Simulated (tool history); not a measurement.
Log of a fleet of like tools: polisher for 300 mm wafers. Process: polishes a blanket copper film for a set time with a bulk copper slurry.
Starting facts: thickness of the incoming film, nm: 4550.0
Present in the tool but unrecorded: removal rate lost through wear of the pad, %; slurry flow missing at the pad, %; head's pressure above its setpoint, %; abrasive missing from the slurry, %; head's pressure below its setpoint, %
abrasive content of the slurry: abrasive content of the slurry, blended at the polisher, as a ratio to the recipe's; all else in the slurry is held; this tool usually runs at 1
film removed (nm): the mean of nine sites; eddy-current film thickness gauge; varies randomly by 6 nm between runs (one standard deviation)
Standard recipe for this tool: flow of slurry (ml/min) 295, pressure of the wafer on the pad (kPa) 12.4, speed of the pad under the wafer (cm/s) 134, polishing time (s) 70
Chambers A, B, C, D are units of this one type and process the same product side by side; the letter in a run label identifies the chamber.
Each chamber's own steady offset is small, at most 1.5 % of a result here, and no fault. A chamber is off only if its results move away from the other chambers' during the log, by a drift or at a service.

| run | hour | flow of slurry (ml/min) | pressure of the wafer on the pad (kPa) | speed of the pad under the wafer (cm/s) | abrasive content of the slurry | polishing time (s) | wafers polished on this pad | hours since the slurry nozzle was cleaned | hours since the head pressure was calibrated | hours since the slurry blender was calibrated | film removed (nm) |
|---|---|---|---|---|---|---|---|---|---|---|---|
|  | 0.5 | chamber D: worn pad replaced by a new one |
| 1A | 8 | 295 | 12.4 | 134 | 1 | 70 | 866 | 99.4 | 588.1 | 263.1 | 557.04 |
| 2B | 13.8 | 295 | 12.4 | 134 | 1 | 70 | 158 | 129.1 | 21 | 24 | 551.12 |
| 3C | 19.8 | 295 | 12.4 | 134 | 1 | 70 | 359 | 220.6 | 971.5 | 42.2 | 549.02 |
| 4D | 29.3 | 295 | 12.4 | 134 | 1 | 70 | 244 | 360.4 | 131.3 | 85.7 | 558.46 |
| 5D | 42.4 | 295 | 12.4 | 134 | 1 | 70 | 355 | 373.5 | 144.4 | 98.8 | 561.64 |
|  | 43.5 | chamber A: worn pad replaced by a new one |
| 6A | 51 | 295 | 12.4 | 134 | 1 | 70 | 64 | 142.4 | 631.1 | 306.1 | 551.49 |
| 7B | 61.2 | 295 | 12.4 | 134 | 1 | 70 | 560 | 176.5 | 68.4 | 71.4 | 552.77 |
|  | 72.9 | chamber A: slurry blender recalibrated |
|  | 74.5 | chamber C: head pressure recalibrated |
| 8C | 74.7 | 295 | 9 | 134 | 1 | 70 | 824 | 275.5 | 0.3 | 97.1 | 404.52 |
| 9B | 82.2 | 295 | 9 | 134 | 1 | 70 | 738 | 197.5 | 89.4 | 92.4 | 407.73 |
|  | 87.6 | chamber D: worn pad replaced by a new one |
| 10C | 92.2 | 295 | 9 | 134 | 1 | 70 | 973 | 293 | 17.8 | 114.6 | 402.68 |
|  | 99.9 | chamber C: worn pad replaced by a new one |
| 11D | 100.2 | 295 | 9 | 134 | 1 | 70 | 107 | 431.3 | 202.2 | 156.6 | 390.91 |
|  | 104.2 | chamber C: slurry blender recalibrated |
| 12A | 110.8 | 295 | 12.4 | 134 | 1 | 70 | 570 | 202.2 | 690.9 | 38 | 560.6 |
| 13B | 123.8 | 295 | 12.4 | 134 | 1 | 70 | 1090 | 239.1 | 131 | 134 | 546.2 |
|  | 125.6 | chamber B: slurry blender recalibrated |
| 14A | 134.5 | 295 | 14.5 | 162 | 1 | 70 | 771 | 225.9 | 714.6 | 61.7 | 781.76 |
|  | 137.5 | chamber B: worn pad replaced by a new one |
| 15D | 143.5 | 295 | 14.5 | 162 | 1 | 70 | 474 | 474.6 | 245.5 | 199.9 | 788.64 |
|  | 146.3 | chamber D: slurry nozzle cleaned |
| 16C | 152.6 | 295 | 14.5 | 162 | 1 | 70 | 447 | 353.4 | 78.2 | 48.4 | 783.08 |
|  | 158.4 | chamber D: worn pad replaced by a new one |
| 17C | 159.6 | 295 | 14.5 | 162 | 1 | 70 | 506 | 360.4 | 85.2 | 55.4 | 787.09 |
|  | 163.9 | chamber C: slurry nozzle cleaned |
| 18B | 169.5 | 295 | 12.4 | 114 | 1 | 70 | 271 | 284.8 | 176.7 | 44 | 471.1 |
|  | 176.8 | chamber A: worn pad replaced by a new one |
| 19D | 182.6 | 295 | 12.4 | 114 | 1 | 70 | 205 | 36.3 | 284.6 | 239 | 464.92 |
| 20A | 196 | 295 | 12.4 | 114 | 1 | 70 | 163 | 287.4 | 776.1 | 123.2 | 469.81 |
| 21A | 207.5 | 295 | 12.4 | 114 | 1 | 70 | 260 | 298.9 | 787.6 | 134.7 | 477.11 |
|  | 210.6 | chamber C: slurry blender recalibrated |
|  | 213.1 | chamber C: worn pad replaced by a new one |
| 22B | 216.1 | 295 | 12.4 | 134 | 1 | 70 | 666 | 331.4 | 223.3 | 90.6 | 540.86 |
| 23D | 227.7 | 380 | 12.4 | 134 | 1 | 59 | 587 | 81.4 | 329.7 | 284.1 | 453.42 |
|  | 237.8 | chamber D: worn pad replaced by a new one |
| 24C | 238.6 | 380 | 12.4 | 134 | 1 | 59 | 216 | 74.7 | 164.2 | 28.1 | 478.43 |
|  | 245.4 | chamber D: head pressure recalibrated |
| 25C | 247.8 | 380 | 12.4 | 134 | 1 | 59 | 294 | 83.9 | 173.4 | 37.3 | 486.21 |
| 26B | 257.2 | 380 | 12.4 | 134 | 1 | 59 | 1014 | 372.5 | 264.4 | 131.7 | 470.78 |
| 27D | 269.3 | 295 | 12.4 | 134 | 1 | 70 | 267 | 123 | 24 | 325.7 | 537.79 |
|  | 276.5 | chamber B: slurry blender recalibrated |
| 28A | 281.8 | 295 | 12.4 | 98 | 1.2 | 70 | 890 | 373.2 | 861.9 | 209 | 425.44 |
|  | 283.2 | chamber B: worn pad replaced by a new one |
| 29A | 288 | 295 | 12.4 | 98 | 1.2 | 70 | 942 | 379.4 | 868.1 | 215.2 | 418.26 |
| 30D | 297.1 | 295 | 12.4 | 98 | 1.2 | 70 | 502 | 150.8 | 51.8 | 353.5 | 405.28 |
|  | 302.7 | chamber A: worn pad replaced by a new one |
| 31C | 306 | 295 | 12.4 | 98 | 1.2 | 70 | 787 | 142.1 | 231.6 | 95.5 | 425.75 |
| 32B | 313.7 | 205 | 12.4 | 134 | 1.3 | 70 | 258 | 429 | 320.9 | 37.3 | 553.39 |
|  | 315.4 | chamber C: slurry blender recalibrated |
| 33C | 321.2 | 205 | 12.4 | 134 | 1.3 | 70 | 915 | 157.3 | 246.8 | 5.8 | 558.53 |
|  | 328.7 | chamber D: worn pad replaced by a new one |
| 34A | 334.5 | 205 | 12.4 | 134 | 1.3 | 70 | 270 | 425.9 | 914.6 | 261.7 | 565.8 |
|  | 338.3 | chamber A: head pressure recalibrated |
| 35B | 341.9 | 205 | 12.4 | 134 | 1.3 | 70 | 497 | 457.2 | 349.1 | 65.5 | 556.82 |
|  | 344.4 | chamber C: worn pad replaced by a new one |
| 36D | 348.8 | 295 | 12.4 | 134 | 1 | 70 | 170 | 202.5 | 103.5 | 405.2 | 533.49 |
|  | 356.4 | chamber A: slurry blender recalibrated |
| 37C | 357.1 | 295 | 12.4 | 134 | 1 | 70 | 108 | 193.2 | 282.7 | 41.7 | 551.4 |
| 38D | 364.8 | 295 | 12.4 | 134 | 1 | 70 | 305 | 218.5 | 119.5 | 421.2 | 520 |
| 39A | 371.1 | 295 | 12.4 | 134 | 1 | 70 | 580 | 462.5 | 32.9 | 14.8 | 543.57 |
| 40B | 380.7 | 295 | 12.4 | 134 | 1 | 70 | 826 | 496 | 387.9 | 104.3 | 546.53 |
| 41A | 391.8 | 295 | 12.4 | 134 | 1 | 70 | 755 | 483.2 | 53.6 | 35.5 | 548.63 |
| 42C | 404.2 | 295 | 12.4 | 134 | 1 | 70 | 507 | 240.3 | 329.8 | 88.8 | 563.23 |

For the next run the whole fleet of 4 chambers uses the same settings. Give each chamber's results:
| 43A | 413.9 | 295 | 12.4 | 134 | 1.25 | 70 |  |  |  |  | ? |
| 43B | 413.9 | 295 | 12.4 | 134 | 1.25 | 70 |  |  |  |  | ? |
| 43C | 413.9 | 295 | 12.4 | 134 | 1.25 | 70 |  |  |  |  | ? |
| 43D | 413.9 | 295 | 12.4 | 134 | 1.25 | 70 |  |  |  |  | ? |

| run | film removed (nm) |
|---|---|
| 43A | 568.44 |
| 43B | 577.83 |
| 43C | 579.81 |
| 43D | 536.53 |
